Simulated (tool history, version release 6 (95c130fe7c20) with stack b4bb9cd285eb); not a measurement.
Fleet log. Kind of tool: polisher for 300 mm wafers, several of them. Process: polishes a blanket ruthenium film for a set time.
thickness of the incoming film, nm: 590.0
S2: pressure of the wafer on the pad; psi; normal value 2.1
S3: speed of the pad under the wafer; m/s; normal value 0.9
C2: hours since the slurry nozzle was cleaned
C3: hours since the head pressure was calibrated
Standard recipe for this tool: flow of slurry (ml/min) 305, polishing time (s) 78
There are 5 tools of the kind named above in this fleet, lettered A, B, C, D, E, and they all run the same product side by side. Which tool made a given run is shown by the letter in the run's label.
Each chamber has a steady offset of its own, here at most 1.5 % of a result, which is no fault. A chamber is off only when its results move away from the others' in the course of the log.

{"hour": 1.8, "done": "chamber A: worn pad replaced by a new one"}
{"run": "1E", "hour": 5.9, "flow of slurry (ml/min)": 305, "S2": 2.1, "S3": 0.9, "polishing time (s)": 78, "wafers polished on this pad": 192, "C2": 361.8, "C3": 766, "film removed (Å)": 982.15}
{"run": "2C", "hour": 11.8, "flow of slurry (ml/min)": 305, "S2": 2.1, "S3": 0.9, "polishing time (s)": 78, "wafers polished on this pad": 760, "C2": 245.4, "C3": 77.7, "film removed (Å)": 964.74}
{"run": "3D", "hour": 14.5, "flow of slurry (ml/min)": 305, "S2": 2.1, "S3": 0.9, "polishing time (s)": 78, "wafers polished on this pad": 713, "C2": 142.8, "C3": 660.2, "film removed (Å)": 991.71}
{"run": "4B", "hour": 19.7, "flow of slurry (ml/min)": 305, "S2": 2.1, "S3": 0.9, "polishing time (s)": 78, "wafers polished on this pad": 316, "C2": 50.9, "C3": 361.5, "film removed (Å)": 995.37}
{"run": "5A", "hour": 23.4, "flow of slurry (ml/min)": 305, "S2": 2.1, "S3": 0.9, "polishing time (s)": 78, "wafers polished on this pad": 213, "C2": 623.4, "C3": 318.1, "film removed (Å)": 966.99}
{"run": "6E", "hour": 27.2, "flow of slurry (ml/min)": 305, "S2": 2.1, "S3": 0.9, "polishing time (s)": 78, "wafers polished on this pad": 402, "C2": 383.1, "C3": 787.3, "film removed (Å)": 976.07}
{"run": "7D", "hour": 31.4, "flow of slurry (ml/min)": 305, "S2": 2.1, "S3": 0.9, "polishing time (s)": 78, "wafers polished on this pad": 879, "C2": 159.7, "C3": 677.1, "film removed (Å)": 996.5}
{"run": "8C", "hour": 34.8, "flow of slurry (ml/min)": 305, "S2": 2.1, "S3": 0.9, "polishing time (s)": 78, "wafers polished on this pad": 986, "C2": 268.4, "C3": 100.7, "film removed (Å)": 983.56}
{"run": "9A", "hour": 38.5, "flow of slurry (ml/min)": 305, "S2": 2.1, "S3": 0.9, "polishing time (s)": 78, "wafers polished on this pad": 362, "C2": 638.5, "C3": 333.2, "film removed (Å)": 986.3}
{"run": "10B", "hour": 41.7, "flow of slurry (ml/min)": 305, "S2": 2.1, "S3": 0.9, "polishing time (s)": 78, "wafers polished on this pad": 533, "C2": 72.9, "C3": 383.5, "film removed (Å)": 958.27}
{"run": "11B", "hour": 45.3, "flow of slurry (ml/min)": 305, "S2": 2.1, "S3": 0.9, "polishing time (s)": 78, "wafers polished on this pad": 568, "C2": 76.5, "C3": 387.1, "film removed (Å)": 963.34}
{"run": "12D", "hour": 50.9, "flow of slurry (ml/min)": 305, "S2": 2.1, "S3": 0.9, "polishing time (s)": 78, "wafers polished on this pad": 1072, "C2": 179.2, "C3": 696.6, "film removed (Å)": 968.91}
{"run": "13C", "hour": 56.1, "flow of slurry (ml/min)": 305, "S2": 2.1, "S3": 0.9, "polishing time (s)": 78, "wafers polished on this pad": 1196, "C2": 289.7, "C3": 122, "film removed (Å)": 982.07}
{"run": "14A", "hour": 60.0, "flow of slurry (ml/min)": 305, "S2": 2.1, "S3": 0.9, "polishing time (s)": 78, "wafers polished on this pad": 574, "C2": 660, "C3": 354.7, "film removed (Å)": 950.89}
{"run": "15E", "hour": 64.0, "flow of slurry (ml/min)": 235, "S2": 2.1, "S3": 0.9, "polishing time (s)": 78, "wafers polished on this pad": 765, "C2": 419.9, "C3": 824.1, "film removed (Å)": 971.09}
{"run": "16B", "hour": 67.5, "flow of slurry (ml/min)": 235, "S2": 2.1, "S3": 0.9, "polishing time (s)": 78, "wafers polished on this pad": 787, "C2": 98.7, "C3": 409.3, "film removed (Å)": 933.33}
{"run": "17D", "hour": 71.1, "flow of slurry (ml/min)": 235, "S2": 2.1, "S3": 0.9, "polishing time (s)": 78, "wafers polished on this pad": 1271, "C2": 199.4, "C3": 716.8, "film removed (Å)": 973.48}
{"hour": 73.0, "done": "chamber E: worn pad replaced by a new one"}
{"run": "18A", "hour": 73.8, "flow of slurry (ml/min)": 235, "S2": 2.1, "S3": 0.9, "polishing time (s)": 78, "wafers polished on this pad": 710, "C2": 673.8, "C3": 368.5, "film removed (Å)": 938.29}
{"hour": 75.4, "done": "chamber D: worn pad replaced by a new one"}
{"run": "19E", "hour": 76.6, "flow of slurry (ml/min)": 235, "S2": 2.1, "S3": 0.9, "polishing time (s)": 78, "wafers polished on this pad": 36, "C2": 432.5, "C3": 836.7, "film removed (Å)": 946.4}
{"run": "20C", "hour": 82.6, "flow of slurry (ml/min)": 305, "S2": 2.1, "S3": 0.9, "polishing time (s)": 78, "wafers polished on this pad": 1458, "C2": 316.2, "C3": 148.5, "film removed (Å)": 1006.8}
{"hour": 85.1, "done": "chamber C: slurry nozzle cleaned"}
{"run": "21B", "hour": 87.4, "flow of slurry (ml/min)": 305, "S2": 2.1, "S3": 0.9, "polishing time (s)": 78, "wafers polished on this pad": 983, "C2": 118.6, "C3": 429.2, "film removed (Å)": 977.63}
{"run": "22A", "hour": 90.3, "flow of slurry (ml/min)": 305, "S2": 2.1, "S3": 0.9, "polishing time (s)": 78, "wafers polished on this pad": 873, "C2": 690.3, "C3": 385, "film removed (Å)": 954.45}
{"hour": 92.2, "done": "chamber A: worn pad replaced by a new one"}
{"hour": 92.3, "done": "chamber E: head pressure recalibrated"}
{"hour": 93.1, "done": "chamber B: worn pad replaced by a new one"}
{"run": "23C", "hour": 93.4, "flow of slurry (ml/min)": 255, "S2": 2.4, "S3": 0.9, "polishing time (s)": 78, "wafers polished on this pad": 1564, "C2": 8.3, "C3": 159.3, "film removed (Å)": 1115}
{"run": "24E", "hour": 99.3, "flow of slurry (ml/min)": 255, "S2": 2.4, "S3": 0.9, "polishing time (s)": 78, "wafers polished on this pad": 259, "C2": 455.2, "C3": 7, "film removed (Å)": 1211.1}
{"hour": 103.3, "done": "chamber A: slurry nozzle cleaned"}
{"hour": 105.1, "done": "chamber C: worn pad replaced by a new one"}
{"run": "25D", "hour": 105.2, "flow of slurry (ml/min)": 255, "S2": 2.4, "S3": 0.9, "polishing time (s)": 78, "wafers polished on this pad": 294, "C2": 233.5, "C3": 750.9, "film removed (Å)": 1090.2}
{"run": "26C", "hour": 109.3, "flow of slurry (ml/min)": 255, "S2": 2.4, "S3": 0.9, "polishing time (s)": 78, "wafers polished on this pad": 42, "C2": 24.2, "C3": 175.2, "film removed (Å)": 1095.9}
{"run": "27D", "hour": 115.2, "flow of slurry (ml/min)": 255, "S2": 2.4, "S3": 0.9, "polishing time (s)": 78, "wafers polished on this pad": 392, "C2": 243.5, "C3": 760.9, "film removed (Å)": 1117.7}
{"run": "28E", "hour": 118.1, "flow of slurry (ml/min)": 305, "S2": 2.1, "S3": 0.9, "polishing time (s)": 78, "wafers polished on this pad": 445, "C2": 474, "C3": 25.8, "film removed (Å)": 1089.5}
{"run": "29B", "hour": 123.7, "flow of slurry (ml/min)": 305, "S2": 2.1, "S3": 0.9, "polishing time (s)": 78, "wafers polished on this pad": 302, "C2": 154.9, "C3": 465.5, "film removed (Å)": 973.06}
{"run": "30A", "hour": 128.8, "flow of slurry (ml/min)": 305, "S2": 2.1, "S3": 0.9, "polishing time (s)": 78, "wafers polished on this pad": 361, "C2": 25.5, "C3": 423.5, "film removed (Å)": 963.47}
{"run": "31A", "hour": 133.5, "flow of slurry (ml/min)": 305, "S2": 2.1, "S3": 0.9, "polishing time (s)": 78, "wafers polished on this pad": 408, "C2": 30.2, "C3": 428.2, "film removed (Å)": 972.96}
{"run": "32D", "hour": 137.4, "flow of slurry (ml/min)": 305, "S2": 2.1, "S3": 0.9, "polishing time (s)": 78, "wafers polished on this pad": 611, "C2": 265.7, "C3": 783.1, "film removed (Å)": 975.17}
{"run": "33C", "hour": 141.3, "flow of slurry (ml/min)": 305, "S2": 2.6, "S3": 0.9, "polishing time (s)": 78, "wafers polished on this pad": 357, "C2": 56.2, "C3": 207.2, "film removed (Å)": 1200.5}
{"run": "34E", "hour": 147.3, "flow of slurry (ml/min)": 305, "S2": 2.6, "S3": 0.9, "polishing time (s)": 78, "wafers polished on this pad": 733, "C2": 503.2, "C3": 55, "film removed (Å)": 1344.5}
{"run": "35B", "hour": 151.8, "flow of slurry (ml/min)": 305, "S2": 2.6, "S3": 0.9, "polishing time (s)": 78, "wafers polished on this pad": 579, "C2": 183, "C3": 493.6, "film removed (Å)": 1191.6}
{"run": "36D", "hour": 157.7, "flow of slurry (ml/min)": 305, "S2": 2.6, "S3": 0.9, "polishing time (s)": 78, "wafers polished on this pad": 811, "C2": 286, "C3": 803.4, "film removed (Å)": 1184.7}

Has any chamber moved away from the others, gradually or after a service, or does the common gauge drift, or do the chambers differ only by their own small steady offsets? State the chamber and the most likely cause if one applies.

The work done on chamber E during a service left it standing apart from the others.
What lies behind it: head's pressure above its setpoint, % = 9.66.

Below are 4 candidate recipes for chamber E's next run, each the usual settings with a change, their results shown as question marks. Which of them brings E's results back in line with what the other chambers give on the usual settings?
A result is in line if it is within this distance of the other chambers' mean on the usual settings: film removed (Å) 46
{"run": "37E-1", "hour": 162.1, "flow of slurry (ml/min)": 305, "S2": 2.2, "S3": 0.98, "polishing time (s)": 84, "film removed (Å)": "?"}
{"run": "37E-2", "hour": 162.1, "flow of slurry (ml/min)": 305, "S2": 2.1, "S3": 0.94, "polishing time (s)": 82, "film removed (Å)": "?"}
{"run": "37E-3", "hour": 162.1, "flow of slurry (ml/min)": 305, "S2": 1.7, "S3": 0.9, "polishing time (s)": 78, "film removed (Å)": "?"}
{"run": "37E-4", "hour": 162.1, "flow of slurry (ml/min)": 305, "S2": 2, "S3": 0.9, "polishing time (s)": 74, "film removed (Å)": "?"}

On the usual settings, the other chambers give on average: film removed (Å) 975.97
run=37E-1 film_removed_(Å)=1326.1
run=37E-2 film_removed_(Å)=1185.1
run=37E-3 film_removed_(Å)=872.5
run=37E-4 film_removed_(Å)=975.02
It is 37E-4 that realigns the chamber with its peers.
